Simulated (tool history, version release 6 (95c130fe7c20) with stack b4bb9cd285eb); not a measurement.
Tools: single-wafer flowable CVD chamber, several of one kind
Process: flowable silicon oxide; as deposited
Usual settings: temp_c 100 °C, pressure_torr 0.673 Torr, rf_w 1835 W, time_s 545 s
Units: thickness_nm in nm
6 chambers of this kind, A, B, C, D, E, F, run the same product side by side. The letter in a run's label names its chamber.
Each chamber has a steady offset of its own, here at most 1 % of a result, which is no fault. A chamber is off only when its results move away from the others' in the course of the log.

run	hour	temp_c	pressure_torr	rf_w	time_s	hours since the last thermocouple change	hours since the last RF generator calibration	hours since the last manometer calibration	read-back reference wafer on the same gauge, thickness_nm	thickness_nm
1E	6.4	100	0.673	1835	545	1091.3	24	605.1	249.89	257.66
2B	9.9	100	0.673	1835	545	302.7	1200.3	1773.5	249.58	255.86
# hour 13.7: chamber A: RF generator calibrated
3C	14.2	100	0.673	1835	545	275.1	23.3	568.4	249.8	257.12
4D	20.8	100	0.673	1835	545	339.2	1098.9	168.1	249.99	258.69
5A	27	100	0.673	1835	545	524.6	13.3	1419.5	250.11	256.75
6F	32.7	100	0.673	1835	491	1080.7	626.9	757.3	250.12	228.53
7A	36.7	100	0.673	1835	491	534.3	23	1429.2	250	231.03
8E	39.9	100	0.673	1835	491	1124.8	57.5	638.6	249.89	234.46
9B	46.1	100	0.673	1835	491	338.9	1236.5	1809.7	249.96	231.12
10D	49.2	100	0.673	1835	491	367.6	1127.3	196.5	250.01	235.27
11C	55.2	100	0.673	1835	491	316.1	64.3	609.4	250.18	230.92
12F	59	100	0.797	1660	545	1107	653.2	783.6	249.92	313.88
13F	62.9	100	0.797	1660	545	1110.9	657.1	787.5	249.73	313.43
14D	66.4	100	0.797	1660	545	384.8	1144.5	213.7	249.9	322.57
# hour 67.8: chamber F: capacitance manometer re-zeroed and calibrated
15C	70.3	100	0.797	1660	545	331.2	79.4	624.5	249.86	314.61
16A	76.5	100	0.797	1660	545	574.1	62.8	1469	249.81	316.93
17E	80.3	100	0.797	1660	545	1165.2	97.9	679	250.12	311.96
18B	85.3	100	0.673	1835	545	378.1	1275.7	1848.9	250.27	255.61
19F	89.2	100	0.673	1835	545	1137.2	683.4	21.4	249.9	256.33
20B	94.4	100	0.673	1835	545	387.2	1284.8	1858	250.05	255.91
21C	101.3	100	0.673	1835	545	362.2	110.4	655.5	249.88	257.42
22E	106.4	100	0.673	1835	545	1191.3	124	705.1	250.12	257.12
23D	111.1	100	0.673	1835	545	429.5	1189.2	258.4	249.71	264.14
24A	114.7	100	0.673	1835	545	612.3	101	1507.2	250.03	258.37
25F	118.5	100	0.673	1835	545	1166.5	712.7	50.7	250.14	255.59
26D	123.7	100	0.673	1835	588	442.1	1201.8	271	250.11	286.98
27B	129.4	100	0.673	1835	588	422.2	1319.8	1893	250.2	277.01
28A	133.4	100	0.673	1835	588	631	119.7	1525.9	250.17	277.94
29E	139.2	100	0.673	1835	588	1224.1	156.8	737.9	249.87	278.77
30C	145.3	100	0.673	1835	588	406.2	154.4	699.5	249.87	276.67
31A	150.8	100	0.673	1835	588	648.4	137.1	1543.3	250.2	278.41
32E	157.1	100	0.673	1835	545	1242	174.7	755.8	250.07	257.27
33F	163	100	0.673	1835	545	1211	757.2	95.2	250.07	255.95
34B	168.4	100	0.673	1835	545	461.2	1358.8	1932	249.84	255.95
35C	174.6	100	0.673	2100	459	435.5	183.7	728.8	250.15	223.17
36D	180.4	100	0.673	2100	459	498.8	1258.5	327.7	250.21	237.25
37F	187	100	0.673	2100	459	1235	781.2	119.2	249.94	222.03
38D	190.3	100	0.673	2100	459	508.7	1268.4	337.6	250.15	237.38

Is one chamber off against the others, does the gauge drift, or is nothing wrong? If a chamber is off, say which, and what the likeliest cause is.

Chamber D drifts away from the others.
Cause: wafer temperature below the value expected at the setpoint (K) = 1.64.
The log may not tell that from: true pressure above the setpoint (%).

Here are 4 candidates for chamber D's next run, each the usual settings with a change, their results left as question marks. Which one brings its results back in line with what the others give on the usual settings?
In line means no further than this from the other chambers' mean on the usual settings: thickness_nm 3.9 nm
39D-1	195.5	101	0.665	1830	542					?
39D-2	195.5	100	0.673	1970	545					?
39D-3	195.5	100	0.673	1860	576					?
39D-4	195.5	100	0.673	1700	545					?

The other chambers' mean on the usual settings: thickness_nm 257.04 nm
run	thickness_nm
39D-1	257.72
39D-2	276.78
39D-3	288.81
39D-4	266.94
39D-1 brings the chamber back in line.
